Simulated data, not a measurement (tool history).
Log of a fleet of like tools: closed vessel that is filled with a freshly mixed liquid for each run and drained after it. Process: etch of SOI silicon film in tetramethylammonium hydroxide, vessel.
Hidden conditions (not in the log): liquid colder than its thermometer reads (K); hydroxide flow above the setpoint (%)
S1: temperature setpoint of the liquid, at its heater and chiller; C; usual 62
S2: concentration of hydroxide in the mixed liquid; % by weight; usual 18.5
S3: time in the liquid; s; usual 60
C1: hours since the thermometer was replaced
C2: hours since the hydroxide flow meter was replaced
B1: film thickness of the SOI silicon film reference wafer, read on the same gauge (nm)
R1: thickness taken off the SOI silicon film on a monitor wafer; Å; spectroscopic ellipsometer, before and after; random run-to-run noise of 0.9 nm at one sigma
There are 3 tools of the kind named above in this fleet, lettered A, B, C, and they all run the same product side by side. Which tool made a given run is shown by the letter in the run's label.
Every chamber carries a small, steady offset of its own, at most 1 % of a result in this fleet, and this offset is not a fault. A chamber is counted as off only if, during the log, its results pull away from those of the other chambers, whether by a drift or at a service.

{"run": "1B", "hour": 4.6, "S1": 62, "S2": 18.5, "S3": 60, "C1": 975.2, "C2": 997.3, "B1": 69.981, "R1": 2131.7}
{"run": "2C", "hour": 7.4, "S1": 62, "S2": 18.5, "S3": 60, "C1": 1112.0, "C2": 530.7, "B1": 69.979, "R1": 2151.0}
{"run": "3A", "hour": 10.9, "S1": 62, "S2": 18.5, "S3": 60, "C1": 519.8, "C2": 584.3, "B1": 69.969, "R1": 2159.6}
{"run": "4C", "hour": 14.1, "S1": 62, "S2": 18.5, "S3": 60, "C1": 1118.7, "C2": 537.4, "B1": 69.968, "R1": 2162.0}
{"run": "5B", "hour": 17.6, "S1": 62, "S2": 18.5, "S3": 60, "C1": 988.2, "C2": 1010.3, "B1": 70.017, "R1": 2150.4}
{"run": "6A", "hour": 20.5, "S1": 62, "S2": 18.5, "S3": 60, "C1": 529.4, "C2": 593.9, "B1": 69.998, "R1": 2164.2}
{"run": "7B", "hour": 23.6, "S1": 62, "S2": 18.5, "S3": 60, "C1": 994.2, "C2": 1016.3, "B1": 69.976, "R1": 2152.1}
{"run": "8A", "hour": 28.9, "S1": 62, "S2": 18.5, "S3": 60, "C1": 537.8, "C2": 602.3, "B1": 69.943, "R1": 2157.8}
{"run": "9C", "hour": 32.2, "S1": 62, "S2": 18.5, "S3": 60, "C1": 1136.8, "C2": 555.5, "B1": 70.019, "R1": 2145.3}
{"run": "10C", "hour": 37.4, "S1": 62, "S2": 18.5, "S3": 60, "C1": 1142.0, "C2": 560.7, "B1": 70.025, "R1": 2136.1}
{"run": "11A", "hour": 42.5, "S1": 62, "S2": 18.5, "S3": 60, "C1": 551.4, "C2": 615.9, "B1": 69.97, "R1": 2143.2}
{"run": "12B", "hour": 45.1, "S1": 62, "S2": 18.5, "S3": 60, "C1": 1015.7, "C2": 1037.8, "B1": 69.982, "R1": 2141.9}
{"run": "13A", "hour": 49.8, "S1": 62, "S2": 18.5, "S3": 60, "C1": 558.7, "C2": 623.2, "B1": 70.046, "R1": 2162.4}
{"run": "14C", "hour": 53.9, "S1": 62, "S2": 18.5, "S3": 60, "C1": 1158.5, "C2": 577.2, "B1": 69.996, "R1": 2124.6}
{"run": "15B", "hour": 57.6, "S1": 62, "S2": 18.5, "S3": 60, "C1": 1028.2, "C2": 1050.3, "B1": 69.952, "R1": 2131.5}
{"run": "16A", "hour": 61.5, "S1": 62, "S2": 18.5, "S3": 60, "C1": 570.4, "C2": 634.9, "B1": 70.033, "R1": 2160.6}
{"run": "17C", "hour": 64.2, "S1": 62, "S2": 18.5, "S3": 60, "C1": 1168.8, "C2": 587.5, "B1": 69.978, "R1": 2112.8}
{"run": "18B", "hour": 69.4, "S1": 62, "S2": 18.5, "S3": 60, "C1": 1040.0, "C2": 1062.1, "B1": 70.005, "R1": 2139.3}
{"run": "19B", "hour": 72.8, "S1": 62, "S2": 18.5, "S3": 60, "C1": 1043.4, "C2": 1065.5, "B1": 70.052, "R1": 2145.1}
{"run": "20C", "hour": 76.6, "S1": 62, "S2": 18.5, "S3": 60, "C1": 1181.2, "C2": 599.9, "B1": 70.001, "R1": 2119.4}
{"run": "21A", "hour": 81.6, "S1": 62, "S2": 18.5, "S3": 30, "C1": 590.5, "C2": 655.0, "B1": 70.043, "R1": 1088.6}
{"run": "22C", "hour": 86.2, "S1": 62, "S2": 18.5, "S3": 30, "C1": 1190.8, "C2": 609.5, "B1": 69.952, "R1": 1048.3}
{"run": "23A", "hour": 91.6, "S1": 62, "S2": 18.5, "S3": 30, "C1": 600.5, "C2": 665.0, "B1": 70.027, "R1": 1080.5}
{"run": "24B", "hour": 95.5, "S1": 62, "S2": 18.5, "S3": 60, "C1": 1066.1, "C2": 1088.2, "B1": 69.942, "R1": 2152.9}
{"run": "25C", "hour": 98.6, "S1": 62, "S2": 18.5, "S3": 60, "C1": 1203.2, "C2": 621.9, "B1": 69.976, "R1": 2091.8}
{"run": "26B", "hour": 101.5, "S1": 62, "S2": 18.5, "S3": 60, "C1": 1072.1, "C2": 1094.2, "B1": 69.962, "R1": 2149.5}
{"run": "27A", "hour": 104.6, "S1": 62, "S2": 18.5, "S3": 60, "C1": 613.5, "C2": 678.0, "B1": 70.027, "R1": 2153.1}
{"run": "28B", "hour": 107.4, "S1": 62, "S2": 18.5, "S3": 60, "C1": 1078.0, "C2": 1100.1, "B1": 69.957, "R1": 2150.4}

The same settings go to every chamber for the next run, one line per chamber below. Forecast the results for each:
{"run": "29A", "hour": 111.3, "S1": 66, "S2": 18.5, "S3": 60, "R1": "?"}
{"run": "29B", "hour": 111.3, "S1": 66, "S2": 18.5, "S3": 60, "R1": "?"}
{"run": "29C", "hour": 111.3, "S1": 66, "S2": 18.5, "S3": 60, "R1": "?"}

run=29A R1=2730.1
run=29B R1=2728.1
run=29C R1=2658.1
